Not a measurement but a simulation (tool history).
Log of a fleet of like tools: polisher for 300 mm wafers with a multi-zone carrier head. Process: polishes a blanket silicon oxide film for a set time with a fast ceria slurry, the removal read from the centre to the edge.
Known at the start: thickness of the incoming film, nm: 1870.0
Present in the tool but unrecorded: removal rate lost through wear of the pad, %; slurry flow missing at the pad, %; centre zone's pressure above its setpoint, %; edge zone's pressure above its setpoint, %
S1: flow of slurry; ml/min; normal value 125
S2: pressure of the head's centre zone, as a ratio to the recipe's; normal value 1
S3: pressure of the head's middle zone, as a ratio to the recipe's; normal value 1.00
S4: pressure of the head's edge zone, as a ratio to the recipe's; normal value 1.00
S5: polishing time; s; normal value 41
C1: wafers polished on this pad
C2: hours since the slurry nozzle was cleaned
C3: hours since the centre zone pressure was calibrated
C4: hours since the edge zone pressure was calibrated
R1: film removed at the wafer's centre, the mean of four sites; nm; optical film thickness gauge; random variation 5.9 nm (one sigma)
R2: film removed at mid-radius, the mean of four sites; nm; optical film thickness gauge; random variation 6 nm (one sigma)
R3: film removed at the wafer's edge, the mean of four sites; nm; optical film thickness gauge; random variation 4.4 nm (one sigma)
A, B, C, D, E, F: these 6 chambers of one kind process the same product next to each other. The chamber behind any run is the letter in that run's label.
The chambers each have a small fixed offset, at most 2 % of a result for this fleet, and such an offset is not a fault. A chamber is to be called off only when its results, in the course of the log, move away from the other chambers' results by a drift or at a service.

{"hour": 0.7, "done": "chamber F: worn pad replaced by a new one"}
{"run": "1C", "hour": 5.4, "S1": 125, "S2": 1, "S3": 1.0, "S4": 1.0, "S5": 41, "C1": 1011, "C2": 155.0, "C3": 384.4, "C4": 497.6, "R1": 712.46, "R2": 714.62, "R3": 720.14}
{"hour": 6.1, "done": "chamber B: slurry nozzle cleaned"}
{"hour": 7.1, "done": "chamber C: edge zone pressure recalibrated"}
{"run": "2A", "hour": 13.9, "S1": 125, "S2": 1, "S3": 1.0, "S4": 1.0, "S5": 41, "C1": 215, "C2": 729.6, "C3": 109.9, "C4": 634.0, "R1": 712.72, "R2": 720.69, "R3": 714.75}
{"hour": 21.1, "done": "chamber A: slurry nozzle cleaned"}
{"run": "3F", "hour": 21.2, "S1": 125, "S2": 1, "S3": 1.0, "S4": 1.0, "S5": 41, "C1": 186, "C2": 303.0, "C3": 393.0, "C4": 476.7, "R1": 719.42, "R2": 735.16, "R3": 707.99}
{"run": "4B", "hour": 25.4, "S1": 125, "S2": 1, "S3": 1.0, "S4": 1.0, "S5": 41, "C1": 290, "C2": 19.3, "C3": 458.8, "C4": 1273.7, "R1": 723.68, "R2": 708.42, "R3": 714.45}
{"run": "5E", "hour": 30.1, "S1": 125, "S2": 1, "S3": 1.0, "S4": 1.0, "S5": 41, "C1": 488, "C2": 33.4, "C3": 1265.6, "C4": 262.6, "R1": 716.33, "R2": 724.67, "R3": 723.86}
{"hour": 35.1, "done": "chamber A: edge zone pressure recalibrated"}
{"run": "6D", "hour": 37.9, "S1": 125, "S2": 1, "S3": 1.0, "S4": 1.0, "S5": 41, "C1": 1225, "C2": 338.7, "C3": 318.3, "C4": 272.1, "R1": 715.33, "R2": 712.31, "R3": 728.53}
{"run": "7E", "hour": 41.8, "S1": 125, "S2": 1, "S3": 1.0, "S4": 1.0, "S5": 41, "C1": 595, "C2": 45.1, "C3": 1277.3, "C4": 274.3, "R1": 720.14, "R2": 722.94, "R3": 715.77}
{"run": "8B", "hour": 45.7, "S1": 125, "S2": 1, "S3": 1.0, "S4": 1.0, "S5": 41, "C1": 475, "C2": 39.6, "C3": 479.1, "C4": 1294.0, "R1": 732.79, "R2": 724.38, "R3": 715.67}
{"run": "9C", "hour": 51.9, "S1": 125, "S2": 1, "S3": 1.0, "S4": 1.0, "S5": 41, "C1": 1433, "C2": 201.5, "C3": 430.9, "C4": 44.9, "R1": 706.38, "R2": 699.38, "R3": 718.25}
{"hour": 52.0, "done": "chamber D: worn pad replaced by a new one"}
{"hour": 55.5, "done": "chamber C: worn pad replaced by a new one"}
{"run": "10D", "hour": 55.6, "S1": 125, "S2": 1, "S3": 1.0, "S4": 1.0, "S5": 41, "C1": 32, "C2": 356.4, "C3": 336.0, "C4": 289.8, "R1": 725.94, "R2": 708.07, "R3": 720.74}
{"run": "11A", "hour": 60.5, "S1": 125, "S2": 1, "S3": 1.0, "S4": 1.0, "S5": 41, "C1": 638, "C2": 39.5, "C3": 156.5, "C4": 25.4, "R1": 710.38, "R2": 710.92, "R3": 714.52}
{"run": "12F", "hour": 66.1, "S1": 125, "S2": 1, "S3": 1.0, "S4": 1.0, "S5": 41, "C1": 594, "C2": 347.9, "C3": 437.9, "C4": 521.6, "R1": 725.07, "R2": 721.46, "R3": 711.25}
{"hour": 67.6, "done": "chamber F: worn pad replaced by a new one"}
{"run": "13A", "hour": 72.3, "S1": 125, "S2": 1, "S3": 1.0, "S4": 1.0, "S5": 41, "C1": 745, "C2": 51.3, "C3": 168.3, "C4": 37.2, "R1": 704.43, "R2": 705.34, "R3": 713.51}
{"hour": 77.7, "done": "chamber F: slurry nozzle cleaned"}
{"run": "14C", "hour": 78.8, "S1": 125, "S2": 1, "S3": 1.0, "S4": 1.0, "S5": 53, "C1": 211, "C2": 228.4, "C3": 457.8, "C4": 71.8, "R1": 941.41, "R2": 924.58, "R3": 927.31}
{"hour": 79.3, "done": "chamber E: worn pad replaced by a new one"}
{"run": "15F", "hour": 85.6, "S1": 125, "S2": 1, "S3": 1.0, "S4": 1.0, "S5": 53, "C1": 163, "C2": 7.9, "C3": 457.4, "C4": 541.1, "R1": 919.42, "R2": 923.55, "R3": 903.9}
{"hour": 90.4, "done": "chamber D: slurry nozzle cleaned"}
{"run": "16B", "hour": 92.0, "S1": 125, "S2": 1, "S3": 1.0, "S4": 1.0, "S5": 53, "C1": 895, "C2": 85.9, "C3": 525.4, "C4": 1340.3, "R1": 953.4, "R2": 923.68, "R3": 920.48}
{"run": "17D", "hour": 98.8, "S1": 125, "S2": 1, "S3": 1.0, "S4": 1.0, "S5": 53, "C1": 424, "C2": 8.5, "C3": 379.2, "C4": 333.0, "R1": 931.24, "R2": 904.06, "R3": 929.66}
{"hour": 99.3, "done": "chamber B: worn pad replaced by a new one"}
{"hour": 104.9, "done": "chamber C: centre zone pressure recalibrated"}
{"run": "18E", "hour": 105.3, "S1": 125, "S2": 1, "S3": 1.0, "S4": 1.0, "S5": 53, "C1": 235, "C2": 108.6, "C3": 1340.8, "C4": 337.8, "R1": 923.54, "R2": 927.09, "R3": 920.27}
{"hour": 107.0, "done": "chamber A: worn pad replaced by a new one"}
{"run": "19F", "hour": 110.7, "S1": 125, "S2": 1, "S3": 1.0, "S4": 1.0, "S5": 53, "C1": 391, "C2": 33.0, "C3": 482.5, "C4": 566.2, "R1": 918.44, "R2": 926.94, "R3": 908.69}
{"run": "20C", "hour": 116.3, "S1": 125, "S2": 1, "S3": 1.0, "S4": 1.0, "S5": 41, "C1": 552, "C2": 265.9, "C3": 11.5, "C4": 109.3, "R1": 713.41, "R2": 720.3, "R3": 721.15}
{"hour": 117.5, "done": "chamber B: edge zone pressure recalibrated"}
{"run": "21D", "hour": 120.1, "S1": 125, "S2": 1, "S3": 1.0, "S4": 1.0, "S5": 41, "C1": 618, "C2": 29.8, "C3": 400.5, "C4": 354.3, "R1": 737.75, "R2": 711.04, "R3": 724.41}
{"hour": 124.0, "done": "chamber E: centre zone pressure recalibrated"}
{"run": "22E", "hour": 124.0, "S1": 125, "S2": 1, "S3": 1.0, "S4": 1.0, "S5": 41, "C1": 405, "C2": 127.3, "C3": 0.1, "C4": 356.5, "R1": 720.67, "R2": 726.06, "R3": 716.17}
{"run": "23A", "hour": 129.8, "S1": 125, "S2": 1, "S3": 1.0, "S4": 1.0, "S5": 41, "C1": 207, "C2": 108.8, "C3": 225.8, "C4": 94.7, "R1": 718.93, "R2": 726.23, "R3": 723.61}
{"run": "24B", "hour": 137.2, "S1": 125, "S2": 1, "S3": 1.0, "S4": 1.0, "S5": 41, "C1": 344, "C2": 131.1, "C3": 570.6, "C4": 19.8, "R1": 728.31, "R2": 720.36, "R3": 718.68}
{"run": "25A", "hour": 143.6, "S1": 125, "S2": 1, "S3": 1.0, "S4": 1.0, "S5": 41, "C1": 332, "C2": 122.6, "C3": 239.6, "C4": 108.5, "R1": 716.78, "R2": 716.2, "R3": 712.8}
{"hour": 149.4, "done": "chamber F: worn pad replaced by a new one"}
{"run": "26C", "hour": 151.6, "S1": 125, "S2": 1, "S3": 1.0, "S4": 1.0, "S5": 41, "C1": 872, "C2": 301.2, "C3": 46.8, "C4": 144.6, "R1": 712.27, "R2": 711.57, "R3": 726.48}
{"run": "27E", "hour": 159.4, "S1": 125, "S2": 1, "S3": 1.0, "S4": 1.07, "S5": 53, "C1": 726, "C2": 162.7, "C3": 35.5, "C4": 391.9, "R1": 920.38, "R2": 937.83, "R3": 979.35}
{"hour": 163.5, "done": "chamber C: slurry nozzle cleaned"}
{"run": "28B", "hour": 168.1, "S1": 125, "S2": 1, "S3": 1.0, "S4": 1.07, "S5": 53, "C1": 624, "C2": 162.0, "C3": 601.5, "C4": 50.7, "R1": 930.59, "R2": 928.25, "R3": 956.41}
{"run": "29D", "hour": 175.5, "S1": 125, "S2": 1, "S3": 1.0, "S4": 1.07, "S5": 53, "C1": 1121, "C2": 85.2, "C3": 455.9, "C4": 409.7, "R1": 941.38, "R2": 924.12, "R3": 966.7}
{"run": "30F", "hour": 181.2, "S1": 125, "S2": 1, "S3": 1.0, "S4": 1.07, "S5": 53, "C1": 288, "C2": 103.5, "C3": 553.0, "C4": 636.7, "R1": 927.55, "R2": 929.72, "R3": 956.82}
{"hour": 182.9, "done": "chamber E: worn pad replaced by a new one"}
{"run": "31B", "hour": 185.4, "S1": 125, "S2": 1, "S3": 1.0, "S4": 1.07, "S5": 53, "C1": 781, "C2": 179.3, "C3": 618.8, "C4": 68.0, "R1": 944.31, "R2": 923.84, "R3": 964.48}
{"hour": 190.7, "done": "chamber D: worn pad replaced by a new one"}
{"run": "32C", "hour": 191.2, "S1": 125, "S2": 1, "S3": 1.0, "S4": 1.07, "S5": 53, "C1": 1231, "C2": 27.7, "C3": 86.4, "C4": 184.2, "R1": 922.78, "R2": 927.92, "R3": 978.31}
{"run": "33E", "hour": 196.6, "S1": 125, "S2": 1, "S3": 1.0, "S4": 1.0, "S5": 41, "C1": 124, "C2": 199.9, "C3": 72.7, "C4": 429.1, "R1": 706.48, "R2": 720.92, "R3": 722.07}
{"run": "34D", "hour": 204.5, "S1": 90, "S2": 1, "S3": 1.0, "S4": 1.0, "S5": 41, "C1": 125, "C2": 114.2, "C3": 484.9, "C4": 438.7, "R1": 655.5, "R2": 655.09, "R3": 688.07}
{"run": "35F", "hour": 210.5, "S1": 90, "S2": 1, "S3": 1.0, "S4": 1.0, "S5": 41, "C1": 554, "C2": 132.8, "C3": 582.3, "C4": 666.0, "R1": 645.16, "R2": 657.88, "R3": 662.91}
{"run": "36A", "hour": 216.0, "S1": 90, "S2": 1, "S3": 1.0, "S4": 1.0, "S5": 41, "C1": 989, "C2": 195.0, "C3": 312.0, "C4": 180.9, "R1": 635.15, "R2": 661.74, "R3": 678.91}
{"hour": 216.9, "done": "chamber C: worn pad replaced by a new one"}
{"hour": 218.0, "done": "chamber F: worn pad replaced by a new one"}
{"run": "37C", "hour": 223.9, "S1": 90, "S2": 1, "S3": 1.0, "S4": 1.0, "S5": 41, "C1": 63, "C2": 60.4, "C3": 119.1, "C4": 216.9, "R1": 646.66, "R2": 646.51, "R3": 678.62}
{"run": "38D", "hour": 231.3, "S1": 90, "S2": 1, "S3": 1.0, "S4": 1.0, "S5": 41, "C1": 368, "C2": 141.0, "C3": 511.7, "C4": 465.5, "R1": 657.02, "R2": 650.84, "R3": 681.4}
{"run": "39F", "hour": 238.8, "S1": 90, "S2": 1, "S3": 1.0, "S4": 1.0, "S5": 41, "C1": 189, "C2": 161.1, "C3": 610.6, "C4": 694.3, "R1": 642.87, "R2": 657.5, "R3": 670.92}
{"run": "40A", "hour": 247.1, "S1": 125, "S2": 1, "S3": 1.0, "S4": 1.0, "S5": 35, "C1": 1271, "C2": 226.1, "C3": 343.1, "C4": 212.0, "R1": 608.12, "R2": 609.46, "R3": 611.13}

Next, all 6 chambers run the settings below, one line each with question marks for the results. What does each chamber give?
{"run": "41A", "hour": 253.3, "S1": 125, "S2": 1, "S3": 1.06, "S4": 1.0, "S5": 41, "R1": "?", "R2": "?", "R3": "?"}
{"run": "41B", "hour": 253.3, "S1": 125, "S2": 1, "S3": 1.06, "S4": 1.0, "S5": 41, "R1": "?", "R2": "?", "R3": "?"}
{"run": "41C", "hour": 253.3, "S1": 125, "S2": 1, "S3": 1.06, "S4": 1.0, "S5": 41, "R1": "?", "R2": "?", "R3": "?"}
{"run": "41D", "hour": 253.3, "S1": 125, "S2": 1, "S3": 1.06, "S4": 1.0, "S5": 41, "R1": "?", "R2": "?", "R3": "?"}
{"run": "41E", "hour": 253.3, "S1": 125, "S2": 1, "S3": 1.06, "S4": 1.0, "S5": 41, "R1": "?", "R2": "?", "R3": "?"}
{"run": "41F", "hour": 253.3, "S1": 125, "S2": 1, "S3": 1.06, "S4": 1.0, "S5": 41, "R1": "?", "R2": "?", "R3": "?"}

run=41A R1=722.56 R2=751.59 R3=710.90
run=41B R1=719.77 R2=752.94 R3=716.80
run=41C R1=701.90 R2=755.52 R3=724.92
run=41D R1=721.44 R2=755.74 R3=728.82
run=41E R1=710.16 R2=760.91 R3=720.46
run=41F R1=711.54 R2=772.49 R3=710.71
